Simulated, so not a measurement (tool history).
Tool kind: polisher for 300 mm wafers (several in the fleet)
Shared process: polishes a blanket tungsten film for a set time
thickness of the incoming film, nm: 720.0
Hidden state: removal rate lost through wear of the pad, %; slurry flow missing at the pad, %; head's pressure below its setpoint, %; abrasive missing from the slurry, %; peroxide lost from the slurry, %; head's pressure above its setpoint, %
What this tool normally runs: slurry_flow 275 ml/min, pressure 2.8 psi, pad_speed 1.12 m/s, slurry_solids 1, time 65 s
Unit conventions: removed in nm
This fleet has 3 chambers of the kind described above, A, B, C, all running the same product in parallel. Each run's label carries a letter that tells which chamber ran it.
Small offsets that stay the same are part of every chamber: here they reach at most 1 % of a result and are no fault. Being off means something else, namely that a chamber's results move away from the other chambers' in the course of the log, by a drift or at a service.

run   hour  slurry_flow  pressure  pad_speed  slurry_solids  time  wafers polished on this pad  hours since the slurry nozzle was cleaned  hours since the head pressure was calibrated  hours since the slurry blender was calibrated  hours since the slurry got fresh peroxide  removed
       2.8  -- chamber B: worn pad replaced by a new one
         6  -- chamber A: slurry tank refilled with fresh slurry and peroxide
 1B    7.5          275       2.8       1.12              1    65                           44                                      294.8                                         321.5                                          171.6                                         24   267.99
       8.7  -- chamber B: slurry nozzle cleaned
       9.7  -- chamber C: slurry tank refilled with fresh slurry and peroxide
      12.9  -- chamber C: slurry nozzle cleaned
 2C   14.4          275       2.8       1.12              1    65                          859                                        1.5                                         975.1                                          300.4                                        4.7   262.78
 3A   22.1          275       2.8       1.12              1    65                          339                                      217.5                                          77.8                                           50.9                                       16.2   267.39
 4A   31.1          275       2.8       1.12              1    65                          423                                      226.5                                          86.8                                           59.9                                       25.2   263.83
 5B   39.3          275       2.8       1.12              1    65                          341                                       30.7                                         353.3                                          203.4                                       55.8   271.69
      39.6  -- chamber C: worn pad replaced by a new one
 6C   50.1          275       2.8       1.12            1.1    65                           98                                       37.2                                        1010.8                                          336.1                                       40.4   276.44
      50.5  -- chamber A: slurry tank refilled with fresh slurry and peroxide
 7B   56.5          275       2.8       1.12            1.1    65                          502                                       47.9                                         370.5                                          220.6                                         73   274.61
 8C   66.3          275       2.8       1.12            1.1    65                          249                                       53.4                                          1027                                          352.3                                       56.6    268.4
 9A   71.3          275       2.8       1.12              1    65                          799                                      266.7                                           127                                          100.1                                       20.9   269.64
      74.7  -- chamber A: worn pad replaced by a new one
10B   76.1          275       2.8       1.12              1    65                          685                                       67.5                                         390.1                                          240.2                                       92.6   268.29
11C   83.7          275       2.8       1.12              1    65                          412                                       70.8                                        1044.4                                          369.7                                         74   266.58
      88.6  -- chamber A: slurry tank refilled with fresh slurry and peroxide
12A   90.7          275       2.8       1.12              1    65                          150                                      286.1                                         146.4                                          119.5                                        2.2   269.02
      94.5  -- chamber B: worn pad replaced by a new one
      97.4  -- chamber B: slurry tank refilled with fresh slurry and peroxide
13B  101.6          275       2.8       1.12              1    65                           66                                         93                                         415.6                                          265.7                                        4.3   281.05
14A  107.5          275       2.8       1.12              1    65                          307                                      302.9                                         163.2                                          136.3                                         19   267.13
15C    116          275       2.8       1.12              1    65                          714                                      103.1                                        1076.7                                            402                                      106.3   270.14
16C    121          275       2.8       1.12              1    65                          760                                      108.1                                        1081.7                                            407                                      111.3   264.25
17A    126          275       2.8       1.12              1    65                          480                                      321.4                                         181.7                                          154.8                                       37.5   266.76
     132.3  -- chamber A: slurry tank refilled with fresh slurry and peroxide
18B  132.5          275       2.8       1.12           1.15    46                          355                                      123.9                                         446.5                                          296.6                                       35.2   208.23
19B  141.8          275       2.8       1.12           1.15    46                          442                                      133.2                                         455.8                                          305.9                                       44.5   211.32
20A  147.6          275       2.8       1.12           1.15    46                          681                                        343                                         203.3                                          176.4                                       15.4   193.12

Next, all 3 chambers run the settings below, one line each with question marks for the results. What does each chamber give?
21A  155.4          275       2.8       1.44              1    65                                                                                                                                                                                                                        ?
21B  155.4          275       2.8       1.44              1    65                                                                                                                                                                                                                        ?
21C  155.4          275       2.8       1.44              1    65                                                                                                                                                                                                                        ?

run  removed
21A   346.12
21B   379.57
21C    340.2

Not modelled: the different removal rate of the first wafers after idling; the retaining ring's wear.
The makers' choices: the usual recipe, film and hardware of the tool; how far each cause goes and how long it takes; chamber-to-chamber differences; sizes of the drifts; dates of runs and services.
